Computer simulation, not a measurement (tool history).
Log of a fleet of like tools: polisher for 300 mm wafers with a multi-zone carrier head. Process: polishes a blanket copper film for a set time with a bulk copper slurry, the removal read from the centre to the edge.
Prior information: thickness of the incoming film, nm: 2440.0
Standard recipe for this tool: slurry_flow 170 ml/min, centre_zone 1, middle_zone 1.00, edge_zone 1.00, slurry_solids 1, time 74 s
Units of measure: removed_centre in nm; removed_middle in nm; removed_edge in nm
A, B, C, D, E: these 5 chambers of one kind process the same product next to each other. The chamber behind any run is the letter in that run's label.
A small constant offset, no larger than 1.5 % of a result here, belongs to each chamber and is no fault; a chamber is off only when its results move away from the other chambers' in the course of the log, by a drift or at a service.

run,day,slurry_flow,centre_zone,middle_zone,edge_zone,slurry_solids,time,wafers polished on this pad,hours since the slurry nozzle was cleaned,hours since the centre zone pressure was calibrated,hours since the edge zone pressure was calibrated,removed_centre,removed_middle,removed_edge
1D,0.296,170,1,1.00,1.00,1,74,629,821.6,684.2,63.0,861.48,857.17,862.98
2B,0.742,170,1,1.00,1.00,1,74,354,286.2,837.2,582.3,866.24,869.36,868.87
# day 0.925: chamber E: worn pad replaced by a new one
# day 0.992: chamber D: slurry nozzle cleaned
3E,1.279,170,1,1.00,1.00,1,74,54,319.6,375.8,334.8,859.24,859.09,852.12
# day 1.521: chamber C: worn pad replaced by a new one
4A,1.646,170,1,1.00,1.00,1,74,509,529.0,395.8,331.0,862.17,869.08,862.15
5C,1.929,170,1,1.00,1.00,1,74,63,462.1,757.1,192.3,876.12,854.46,870.34
# day 2.108: chamber B: worn pad replaced by a new one
6C,2.404,170,1,1.00,1.00,1,74,136,473.5,768.5,203.7,863.00,849.85,857.94
7A,2.729,170,1,0.96,1.00,1,74,675,555.0,421.8,357.0,854.45,830.12,850.75
8B,3.042,170,1,0.96,1.00,1,74,143,341.4,892.4,637.5,888.12,846.58,866.57
9D,3.454,170,1,0.96,1.00,1,74,1114,59.1,760.0,138.8,867.44,833.28,857.31
10E,3.758,170,1,0.96,1.00,1,74,435,379.1,435.3,394.3,865.02,841.26,859.23
11C,4.033,170,1,0.96,1.00,1,74,386,512.6,807.6,242.8,857.37,826.37,859.06
# day 4.129: chamber D: worn pad replaced by a new one
12E,4.546,170,1,1.00,1.00,1,74,556,398.0,454.2,413.2,887.11,851.41,864.69
13A,4.892,170,1,1.00,1.00,1,95,1007,606.9,473.7,408.9,1113.80,1109.30,1116.10
# day 4.908: chamber B: edge zone pressure recalibrated
14B,5.258,170,1,1.00,1.00,1,95,484,394.6,945.6,8.4,1107.90,1131.80,1107.20
# day 5.567: chamber E: worn pad replaced by a new one
15D,5.771,170,1,1.00,1.00,1,95,252,114.7,815.6,194.4,1124.50,1101.80,1092.00
# day 6.138: chamber B: worn pad replaced by a new one
16E,6.312,170,1,1.00,1.00,1,95,115,440.4,496.6,455.6,1106.50,1104.70,1102.50
# day 6.412: chamber C: worn pad replaced by a new one
17C,6.608,170,1,1.00,1.00,1,95,30,574.4,869.4,304.6,1095.40,1081.00,1098.00
18B,6.954,195,1,1.00,1.00,1,74,125,435.3,986.3,49.1,893.41,895.66,881.50
19A,7.350,195,1,1.00,1.00,1,74,1385,665.9,532.7,467.9,876.65,865.47,851.61
20D,7.608,195,1,1.00,1.00,1,74,534,158.8,859.7,238.5,875.64,900.03,871.64
21D,8.054,195,1,1.00,1.00,1,74,602,169.5,870.4,249.2,909.81,867.85,879.46
22A,8.321,195,1,1.00,1.00,1,74,1534,689.2,556.0,491.2,879.52,852.08,860.15
# day 8.338: chamber E: edge zone pressure recalibrated
# day 8.617: chamber C: slurry nozzle cleaned
23B,8.679,170,1,1.00,1.00,1,74,390,476.7,1027.7,90.5,887.32,857.75,863.78
24C,9.050,170,1,1.00,1.00,1,74,405,10.4,928.0,363.2,856.95,864.19,882.79
# day 9.375: chamber C: centre zone pressure recalibrated
25E,9.488,170,1,1.00,1.00,1,74,602,516.6,572.8,27.6,868.50,862.23,867.49
# day 9.496: chamber B: worn pad replaced by a new one
26C,9.771,170,1,1.00,1.00,1,74,516,27.7,9.5,380.5,865.68,846.45,868.48
27E,10.142,170,1,1.00,1.00,1,74,703,532.3,588.5,43.3,879.72,855.80,868.64
28B,10.429,170,1,1.00,1.00,1,74,143,518.7,1069.7,132.5,882.00,863.07,863.58
# day 10.621: chamber E: worn pad replaced by a new one
29A,10.950,170,1,1.00,1.00,1,74,1938,752.3,619.1,554.3,835.95,805.54,798.98
30D,11.312,170,1,1.00,1.00,1,74,1103,247.7,948.6,327.4,871.07,866.89,863.86
31D,11.633,170,1,1.00,1.00,1,74,1152,255.4,956.3,335.1,850.95,851.51,858.75
32B,11.954,170,1,1.00,1.00,1,74,377,555.3,1106.3,169.1,871.49,856.21,849.89
# day 11.988: chamber D: centre zone pressure recalibrated
# day 12.333: chamber A: slurry nozzle cleaned
33C,12.438,170,1,1.00,1.00,1,74,925,91.7,73.5,444.5,869.73,850.01,874.89
# day 12.512: chamber C: worn pad replaced by a new one
# day 12.629: chamber D: worn pad replaced by a new one
34E,12.738,170,1,1.00,1.00,1,74,325,594.6,650.8,105.6,869.57,860.55,849.96
35A,13.208,170,1,1.00,1.11,1,74,2284,21.1,673.3,608.5,804.49,790.25,834.95
36A,13.700,170,1,1.00,1.11,1,74,2360,32.9,685.1,620.3,807.90,778.32,848.13
37D,14.162,170,1,1.00,1.11,1,74,235,316.1,52.2,395.8,869.07,857.94,924.04
38C,14.729,170,1,1.00,1.11,1,74,340,146.7,128.5,499.5,883.85,853.45,921.82

The same settings go to every chamber for the next run, one line per chamber below. Forecast the results for each:
39A,15.138,170,1,1.00,1.00,1,74,,,,,?,?,?
39B,15.138,170,1,1.00,1.00,1,74,,,,,?,?,?
39C,15.138,170,1,1.00,1.00,1,74,,,,,?,?,?
39D,15.138,170,1,1.00,1.00,1,74,,,,,?,?,?
39E,15.138,170,1,1.00,1.00,1,74,,,,,?,?,?

run,removed_centre,removed_middle,removed_edge
39A,777.29,786.70,766.49
39B,880.93,867.66,861.16
39C,866.48,852.86,863.75
39D,879.36,865.72,855.49
39E,866.22,859.54,863.72
